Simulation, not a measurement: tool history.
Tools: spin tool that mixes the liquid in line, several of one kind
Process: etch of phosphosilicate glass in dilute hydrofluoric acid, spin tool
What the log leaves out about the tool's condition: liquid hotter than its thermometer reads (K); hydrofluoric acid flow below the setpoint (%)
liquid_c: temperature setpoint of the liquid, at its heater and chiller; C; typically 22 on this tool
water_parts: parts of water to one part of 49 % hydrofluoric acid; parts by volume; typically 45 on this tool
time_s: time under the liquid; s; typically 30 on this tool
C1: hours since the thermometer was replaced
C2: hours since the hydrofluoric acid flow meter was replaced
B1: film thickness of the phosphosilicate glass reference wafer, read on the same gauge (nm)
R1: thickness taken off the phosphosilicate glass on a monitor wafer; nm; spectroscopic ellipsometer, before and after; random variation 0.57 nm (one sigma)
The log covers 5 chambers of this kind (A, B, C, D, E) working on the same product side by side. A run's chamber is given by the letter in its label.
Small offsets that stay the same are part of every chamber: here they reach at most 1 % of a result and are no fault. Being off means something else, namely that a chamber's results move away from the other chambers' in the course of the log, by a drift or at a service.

run 1B day=0.196 | liquid_c=22 water_parts=45 time_s=30 | C1=442.9 C2=1443.2 | B1=110.01 | R1=58.977
run 2A day=0.379 | liquid_c=22 water_parts=45 time_s=30 | C1=957.1 C2=975.8 | B1=109.97 | R1=58.628
run 3E day=0.542 | liquid_c=22 water_parts=45 time_s=30 | C1=299.7 C2=617.7 | B1=109.95 | R1=58.936
run 4C day=0.825 | liquid_c=22 water_parts=45 time_s=30 | C1=711.9 C2=805 | B1=110 | R1=58.972
run 5D day=1.046 | liquid_c=25.5 water_parts=45 time_s=30 | C1=1104.8 C2=283.1 | B1=109.98 | R1=66.844
run 6A day=1.304 | liquid_c=25.5 water_parts=45 time_s=30 | C1=979.3 C2=998 | B1=110.01 | R1=68.384
run 7B day=1.596 | liquid_c=25.5 water_parts=45 time_s=30 | C1=476.5 C2=1476.8 | B1=110.03 | R1=68.022
run 8E day=1.85 | liquid_c=25.5 water_parts=45 time_s=30 | C1=331.1 C2=649.1 | B1=109.99 | R1=69.001
run 9C day=2.162 | liquid_c=25.5 water_parts=45 time_s=30 | C1=744 C2=837.1 | B1=110.02 | R1=69.275
run 10D day=2.375 | liquid_c=22 water_parts=45 time_s=30 | C1=1136.7 C2=315 | B1=110.02 | R1=58.608
run 11B day=2.688 | liquid_c=22 water_parts=45 time_s=30 | C1=502.7 C2=1503 | B1=110.01 | R1=59.214
run 12E day=2.929 | liquid_c=22 water_parts=45 time_s=30 | C1=357 C2=675 | B1=109.99 | R1=58.629
run 13C day=3.212 | liquid_c=22 water_parts=45 time_s=30 | C1=769.2 C2=862.3 | B1=110.02 | R1=59.607
run 14D day=3.471 | liquid_c=22 water_parts=45 time_s=30 | C1=1163 C2=341.3 | B1=110.02 | R1=58.408
run 15A day=3.729 | liquid_c=25 water_parts=45 time_s=30 | C1=1037.5 C2=1056.2 | B1=110.02 | R1=64.844
-- day=3.804 chamber B: hydrofluoric acid flow meter replaced
run 16B day=4.033 | liquid_c=25 water_parts=45 time_s=30 | C1=535 C2=5.6 | B1=109.97 | R1=66.198
run 17C day=4.375 | liquid_c=25 water_parts=45 time_s=30 | C1=797.1 C2=890.2 | B1=109.98 | R1=68.217
run 18D day=4.675 | liquid_c=25 water_parts=45 time_s=30 | C1=1191.9 C2=370.2 | B1=110.02 | R1=67.667
-- day=4.8 chamber B: thermometer replaced
run 19E day=4.867 | liquid_c=25 water_parts=45 time_s=30 | C1=403.5 C2=721.5 | B1=109.98 | R1=66.795
run 20A day=5.129 | liquid_c=22 water_parts=45 time_s=30 | C1=1071.1 C2=1089.8 | B1=110.01 | R1=55.616
run 21E day=5.371 | liquid_c=22 water_parts=45 time_s=30 | C1=415.6 C2=733.6 | B1=110.03 | R1=57.728
run 22B day=5.683 | liquid_c=22 water_parts=45 time_s=30 | C1=21.2 C2=45.2 | B1=109.99 | R1=58.613
run 23C day=5.858 | liquid_c=22 water_parts=45 time_s=30 | C1=832.7 C2=925.8 | B1=109.99 | R1=59.29
run 24D day=6.171 | liquid_c=22 water_parts=45 time_s=45 | C1=1227.8 C2=406.1 | B1=109.99 | R1=86.992
run 25A day=6.4 | liquid_c=22 water_parts=45 time_s=45 | C1=1101.6 C2=1120.3 | B1=110.01 | R1=83.127
run 26D day=6.708 | liquid_c=22 water_parts=45 time_s=45 | C1=1240.7 C2=419 | B1=109.98 | R1=87.511
run 27E day=6.954 | liquid_c=22 water_parts=45 time_s=45 | C1=453.6 C2=771.6 | B1=110.02 | R1=89.087
run 28C day=7.296 | liquid_c=22 water_parts=45 time_s=45 | C1=867.2 C2=960.3 | B1=110 | R1=89.48
run 29A day=7.608 | liquid_c=22 water_parts=45 time_s=30 | C1=1130.6 C2=1149.3 | B1=110 | R1=55.404
run 30B day=7.912 | liquid_c=22 water_parts=45 time_s=30 | C1=74.7 C2=98.7 | B1=109.99 | R1=58.397
run 31A day=8.117 | liquid_c=22 water_parts=45 time_s=30 | C1=1142.8 C2=1161.5 | B1=110.02 | R1=54.393
run 32D day=8.304 | liquid_c=22 water_parts=45 time_s=30 | C1=1279 C2=457.3 | B1=110.03 | R1=58.52
run 33E day=8.508 | liquid_c=22 water_parts=45 time_s=30 | C1=490.9 C2=808.9 | B1=110.01 | R1=59.547
run 34B day=8.842 | liquid_c=25.5 water_parts=30 time_s=30 | C1=97 C2=121 | B1=110.01 | R1=103.5
run 35C day=9.033 | liquid_c=25.5 water_parts=30 time_s=30 | C1=908.9 C2=1002 | B1=109.99 | R1=105.03
run 36B day=9.338 | liquid_c=25.5 water_parts=30 time_s=30 | C1=108.9 C2=132.9 | B1=109.99 | R1=102.7
run 37E day=9.533 | liquid_c=25.5 water_parts=30 time_s=30 | C1=515.5 C2=833.5 | B1=110 | R1=106.81
run 38D day=9.754 | liquid_c=25.5 water_parts=30 time_s=30 | C1=1313.8 C2=492.1 | B1=110.03 | R1=102.68
run 39A day=10.012 | liquid_c=22 water_parts=45 time_s=30 | C1=1188.3 C2=1207 | B1=110.01 | R1=53.653
run 40C day=10.221 | liquid_c=22 water_parts=45 time_s=30 | C1=937.4 C2=1030.5 | B1=110.01 | R1=58.831
run 41C day=10.5 | liquid_c=22 water_parts=45 time_s=30 | C1=944.1 C2=1037.2 | B1=110 | R1=59.822

The same settings go to every chamber for the next run, one line per chamber below. Forecast the results for each:
run 42A day=10.746 | liquid_c=25.5 water_parts=45 time_s=30 | R1=?
run 42B day=10.746 | liquid_c=25.5 water_parts=45 time_s=30 | R1=?
run 42C day=10.746 | liquid_c=25.5 water_parts=45 time_s=30 | R1=?
run 42D day=10.746 | liquid_c=25.5 water_parts=45 time_s=30 | R1=?
run 42E day=10.746 | liquid_c=25.5 water_parts=45 time_s=30 | R1=?

run=42A R1=61.749
run=42B R1=68.26
run=42C R1=68.84
run=42D R1=66.86
run=42E R1=68.286
